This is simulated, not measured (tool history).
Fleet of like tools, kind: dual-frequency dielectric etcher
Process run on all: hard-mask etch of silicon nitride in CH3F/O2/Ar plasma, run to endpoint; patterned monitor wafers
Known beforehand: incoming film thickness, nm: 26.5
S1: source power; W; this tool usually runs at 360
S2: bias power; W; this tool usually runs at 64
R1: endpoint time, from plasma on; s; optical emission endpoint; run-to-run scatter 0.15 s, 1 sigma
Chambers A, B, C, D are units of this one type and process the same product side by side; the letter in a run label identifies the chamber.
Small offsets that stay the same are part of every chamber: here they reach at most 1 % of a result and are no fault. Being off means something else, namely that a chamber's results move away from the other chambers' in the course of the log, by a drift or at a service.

Run 1C, hour 4.4: usual settings. Result: R1 41.624 s.
Run 2A, hour 6.9: usual settings. Result: R1 41.759 s.
Run 3B, hour 11.0: usual settings. Result: R1 41.362 s.
Run 4D, hour 13.5: usual settings. Result: R1 41.973 s.
Run 5D, hour 17.9: usual settings. Result: R1 41.748 s.
Run 6C, hour 21.9: usual settings. Result: R1 41.354 s.
Run 7A, hour 26.0: usual settings. Result: R1 41.417 s.
Run 8B, hour 28.3: usual settings. Result: R1 41.544 s.
Run 9B, hour 32.5: usual settings. Result: R1 41.608 s.
At hour 33.3: chamber C: wet clean of the chamber.
Run 10A, hour 34.9: usual settings. Result: R1 41.926 s.
Run 11C, hour 37.6: usual settings but S1 280 W, S2 56 W. Result: R1 49.733 s.
Run 12D, hour 40.6: usual settings but S1 280 W, S2 56 W. Result: R1 48.402 s.
Run 13C, hour 45.2: usual settings but S1 280 W, S2 56 W. Result: R1 49.674 s.
Run 14A, hour 50.3: usual settings but S1 280 W, S2 56 W. Result: R1 47.931 s.
Run 15D, hour 54.1: usual settings. Result: R1 41.813 s.
Run 16B, hour 56.6: usual settings. Result: R1 41.584 s.
Run 17C, hour 61.0: usual settings. Result: R1 42.993 s.
Run 18D, hour 65.5: usual settings. Result: R1 42.035 s.
Run 19A, hour 69.6: usual settings but S1 310 W, S2 55 W. Result: R1 45.971 s.
Run 20B, hour 73.5: usual settings but S1 310 W, S2 55 W. Result: R1 45.849 s.
Run 21D, hour 78.5: usual settings but S1 310 W, S2 55 W. Result: R1 46.404 s.
Run 22C, hour 83.0: usual settings but S1 310 W, S2 55 W. Result: R1 48.310 s.
Run 23B, hour 85.5: usual settings. Result: R1 41.591 s.
Run 24A, hour 90.0: usual settings. Result: R1 41.506 s.
Run 25B, hour 94.0: usual settings. Result: R1 41.287 s.
Run 26A, hour 99.1: usual settings. Result: R1 41.925 s.

Is one chamber off against the others, does the gauge drift, or is nothing wrong? If a chamber is off, say which, and what the likeliest cause is.

After it was serviced, chamber C no longer matches the other chambers.
Cause: etch rate under this chamber's usual, % = 3.4.

Which of the 4 candidates below, each the usual settings with something changed and its results left as question marks, puts chamber C back in line with what the other chambers give on the usual settings?
In line here means within this much of the mean the other chambers give on the usual settings: R1 0.530 s
Run 27C-1, hour 103.0: usual settings but S1 380 W, S2 67 W. Result: R1 ?.
Run 27C-2, hour 103.0: usual settings but S1 330 W, S2 60 W. Result: R1 ?.
Run 27C-3, hour 103.0: usual settings but S1 340 W, S2 62 W. Result: R1 ?.
Run 27C-4, hour 103.0: usual settings but S2 74 W. Result: R1 ?.

Other chambers, usual settings, mean: R1 41.689 s
  run      R1
27C-1  41.554
27C-2  45.553
27C-3  44.533
27C-4  40.977
The right change is 27C-1: it brings the chamber back within the allowed miss of the others.
